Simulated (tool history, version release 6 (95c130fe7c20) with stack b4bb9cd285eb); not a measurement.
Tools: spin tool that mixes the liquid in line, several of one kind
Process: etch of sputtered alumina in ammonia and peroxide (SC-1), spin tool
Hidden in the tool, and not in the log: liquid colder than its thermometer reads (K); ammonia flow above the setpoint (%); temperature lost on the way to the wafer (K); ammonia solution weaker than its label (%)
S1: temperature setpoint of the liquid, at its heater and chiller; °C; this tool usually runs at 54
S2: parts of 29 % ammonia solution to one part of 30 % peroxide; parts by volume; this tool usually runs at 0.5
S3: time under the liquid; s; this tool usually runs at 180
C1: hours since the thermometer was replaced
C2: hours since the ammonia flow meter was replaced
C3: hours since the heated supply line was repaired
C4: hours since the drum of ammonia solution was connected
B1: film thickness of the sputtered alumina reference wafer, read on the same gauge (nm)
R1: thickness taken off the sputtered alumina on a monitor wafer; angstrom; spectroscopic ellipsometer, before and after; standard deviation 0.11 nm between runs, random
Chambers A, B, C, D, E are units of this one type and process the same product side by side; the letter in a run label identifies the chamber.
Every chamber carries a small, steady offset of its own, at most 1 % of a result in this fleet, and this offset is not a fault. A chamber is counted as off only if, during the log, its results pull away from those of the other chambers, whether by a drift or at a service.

run	hour	S1	S2	S3	C1	C2	C3	C4	B1	R1
1A	2.9	54	0.5	180	594.2	661.4	45.6	129.5	59.993	118.82
2B	7	54	0.5	180	696.8	1364.9	480.3	416.2	60.022	119.29
3E	10.3	54	0.5	180	429.3	118.7	89.3	752.8	59.99	121.63
4D	13.1	54	0.5	180	33.2	276	2126.5	136.5	59.96	120.14
5C	16.4	54	0.5	180	234.4	64.7	249.6	632	60.006	118.99
6C	20.5	54	0.5	180	238.5	68.8	253.7	636.1	60.001	121.21
7E	25.5	54	0.5	180	444.5	133.9	104.5	768	60.02	121.95
8D	29.5	54	0.5	180	49.6	292.4	2142.9	152.9	60.01	121.1
9A	34	54	0.5	180	625.3	692.5	76.7	160.6	59.978	117.47
10B	38.8	54	0.5	180	728.6	1396.7	512.1	448	59.994	120.91
11C	41.7	54	0.5	180	259.7	90	274.9	657.3	60.019	119.91
12E	46.3	54	0.5	180	465.3	154.7	125.3	788.8	59.988	122.34
13B	49.4	54	0.5	180	739.2	1407.3	522.7	458.6	59.998	121.33
14A	53.4	54	0.5	180	644.7	711.9	96.1	180	59.986	119.17
15D	58	54	0.5	180	78.1	320.9	2171.4	181.4	60.007	120.72
16A	61.3	54	0.5	180	652.6	719.8	104	187.9	59.992	120.03
17E	65.9	54	0.5	180	484.9	174.3	144.9	808.4	59.985	122.03
18C	71.5	54	0.5	180	289.5	119.8	304.7	687.1	60.024	119.18
19B	76	54	0.5	180	765.8	1433.9	549.3	485.2	60.023	120.32
20D	80.4	54	0.5	180	100.5	343.3	2193.8	203.8	60.002	119.64
21D	84.8	54	0.5	180	104.9	347.7	2198.2	208.2	59.993	121.13
22B	88.5	54	0.5	180	778.3	1446.4	561.8	497.7	59.981	117.06
23A	93.6	54	0.5	180	684.9	752.1	136.3	220.2	60.031	119.02
# hour 97: chamber B: new drum of ammonia solution connected
24C	99.1	54	0.5	180	317.1	147.4	332.3	714.7	60.007	119.62
25E	103	54	0.5	180	522	211.4	182	845.5	60.015	122.67
26D	107.9	54	0.5	180	128	370.8	2221.3	231.3	59.99	119.62
27A	113.2	54	0.5	180	704.5	771.7	155.9	239.8	60.021	118.17
28B	118.8	54	0.5	180	808.6	1476.7	592.1	21.8	59.978	112.99
29C	121.6	54	0.5	180	339.6	169.9	354.8	737.2	59.969	119.88
# hour 123.5: chamber A: new drum of ammonia solution connected
30E	126.5	54	0.5	180	545.5	234.9	205.5	869	59.989	122.04
31B	131.5	54	0.5	180	821.3	1489.4	604.8	34.5	60.022	112.95
32E	136.6	54	0.5	180	555.6	245	215.6	879.1	60.008	120.48
33D	139.2	54	0.5	180	159.3	402.1	2252.6	262.6	59.997	121.82
34A	142.7	54	0.5	180	734	801.2	185.4	19.2	60.022	121.82
35C	146.1	54	0.5	135	364.1	194.4	379.3	761.7	59.995	89.644
36D	150.7	54	0.5	135	170.8	413.6	2264.1	274.1	60.014	89.786
37B	154.4	54	0.5	135	844.2	1512.3	627.7	57.4	60.005	81.173

For the next run the whole fleet of 5 chambers uses the same settings. Give each chamber's results:
38A	158.5	54	0.5	180						?
38B	158.5	54	0.5	180						?
38C	158.5	54	0.5	180						?
38D	158.5	54	0.5	180						?
38E	158.5	54	0.5	180						?

run	R1
38A	118.83
38B	108.82
38C	120.2
38D	121.89
38E	119.8
